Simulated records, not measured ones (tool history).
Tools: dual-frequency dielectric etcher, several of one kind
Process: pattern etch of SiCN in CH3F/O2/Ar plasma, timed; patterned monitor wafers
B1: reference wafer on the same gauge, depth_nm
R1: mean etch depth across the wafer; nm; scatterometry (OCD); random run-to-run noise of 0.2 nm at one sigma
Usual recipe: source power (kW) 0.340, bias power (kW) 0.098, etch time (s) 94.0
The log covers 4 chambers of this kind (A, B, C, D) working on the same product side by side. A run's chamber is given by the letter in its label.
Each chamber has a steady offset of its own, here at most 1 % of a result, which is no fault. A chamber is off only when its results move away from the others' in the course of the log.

At hour 6.4: chamber A: wet clean of the chamber.
Run 1A, hour 10.1: usual settings; B1 30.018. Result: R1 37.031 nm.
Run 2B, hour 15.9: usual settings; B1 29.965. Result: R1 36.818 nm.
Run 3C, hour 26.1: usual settings; B1 29.982. Result: R1 37.307 nm.
Run 4D, hour 32.6: usual settings; B1 30.029. Result: R1 37.271 nm.
At hour 37.1: chamber D: wet clean of the chamber.
Run 5D, hour 39.4: usual settings; B1 30.011. Result: R1 36.896 nm.
Run 6C, hour 44.5: usual settings but bias power (kW) 0.082; B1 29.968. Result: R1 35.053 nm.
Run 7B, hour 53.4: usual settings but bias power (kW) 0.082; B1 29.979. Result: R1 34.548 nm.
Run 8A, hour 61.2: usual settings but bias power (kW) 0.082; B1 30.001. Result: R1 34.825 nm.
Run 9D, hour 66.2: usual settings but bias power (kW) 0.082; B1 30.040. Result: R1 34.760 nm.
Run 10B, hour 71.4: usual settings; B1 30.011. Result: R1 36.972 nm.
Run 11C, hour 76.0: usual settings; B1 30.021. Result: R1 37.348 nm.
At hour 78.9: chamber C: wet clean of the chamber.
Run 12A, hour 82.5: usual settings; B1 29.995. Result: R1 37.031 nm.
Run 13C, hour 92.9: usual settings; B1 30.023. Result: R1 37.631 nm.
Run 14D, hour 97.5: usual settings but source power (kW) 0.400, bias power (kW) 0.121; B1 30.000. Result: R1 42.923 nm.
Run 15A, hour 105.0: usual settings but source power (kW) 0.400, bias power (kW) 0.121; B1 29.990. Result: R1 43.073 nm.
Run 16B, hour 113.9: usual settings but source power (kW) 0.400, bias power (kW) 0.121; B1 29.983. Result: R1 42.463 nm.
Run 17C, hour 121.0: usual settings but source power (kW) 0.400, bias power (kW) 0.121; B1 29.989. Result: R1 42.934 nm.
Run 18D, hour 128.0: usual settings; B1 30.007. Result: R1 37.203 nm.
Run 19A, hour 137.4: usual settings but source power (kW) 0.370; B1 29.979. Result: R1 38.168 nm.
Run 20B, hour 145.2: usual settings but source power (kW) 0.370; B1 30.007. Result: R1 38.226 nm.
Run 21B, hour 150.4: usual settings but source power (kW) 0.370; B1 29.997. Result: R1 38.062 nm.
Run 22A, hour 158.4: usual settings but source power (kW) 0.370; B1 30.026. Result: R1 38.298 nm.
Run 23C, hour 164.3: usual settings; B1 30.025. Result: R1 37.270 nm.
Run 24D, hour 170.1: usual settings; B1 29.990. Result: R1 36.858 nm.
Run 25D, hour 175.4: usual settings; B1 29.992. Result: R1 37.198 nm.
Run 26B, hour 181.0: usual settings; B1 29.991. Result: R1 36.707 nm.
Run 27C, hour 189.6: usual settings; B1 30.032. Result: R1 37.581 nm.
Run 28A, hour 197.7: usual settings; B1 29.983. Result: R1 37.526 nm.
At hour 201.9: chamber A: bias power generator calibrated.
Run 29B, hour 204.7: usual settings but bias power (kW) 0.113, etch time (s) 121.0; B1 30.025. Result: R1 50.147 nm.
Run 30C, hour 213.4: usual settings but bias power (kW) 0.113, etch time (s) 121.0; B1 30.008. Result: R1 50.489 nm.
Run 31D, hour 220.2: usual settings but bias power (kW) 0.113, etch time (s) 121.0; B1 29.993. Result: R1 50.525 nm.
At hour 220.3: chamber C: bias power generator calibrated.
Run 32A, hour 230.1: usual settings but bias power (kW) 0.113, etch time (s) 121.0; B1 30.004. Result: R1 50.461 nm.
Run 33A, hour 235.4: usual settings; B1 29.998. Result: R1 37.423 nm.
Run 34C, hour 244.0: usual settings; B1 29.989. Result: R1 37.110 nm.
Run 35D, hour 250.2: usual settings; B1 30.024. Result: R1 36.882 nm.
Run 36B, hour 259.1: usual settings; B1 29.960. Result: R1 36.643 nm.
Run 37D, hour 266.4: usual settings; B1 29.998. Result: R1 37.232 nm.
At hour 272.7: chamber B: wet clean of the chamber.
Run 38B, hour 276.5: usual settings; B1 30.006. Result: R1 36.841 nm.
Run 39A, hour 283.7: usual settings; B1 29.997. Result: R1 37.062 nm.

Which is it: a chamber that has drifted or been left off by a service, a gauge drift common to all chambers, or only each chamber's usual small offset? If a chamber is off, name it and its likeliest cause.

No chamber stands off beyond its own small offset, and the gauge holds steady.
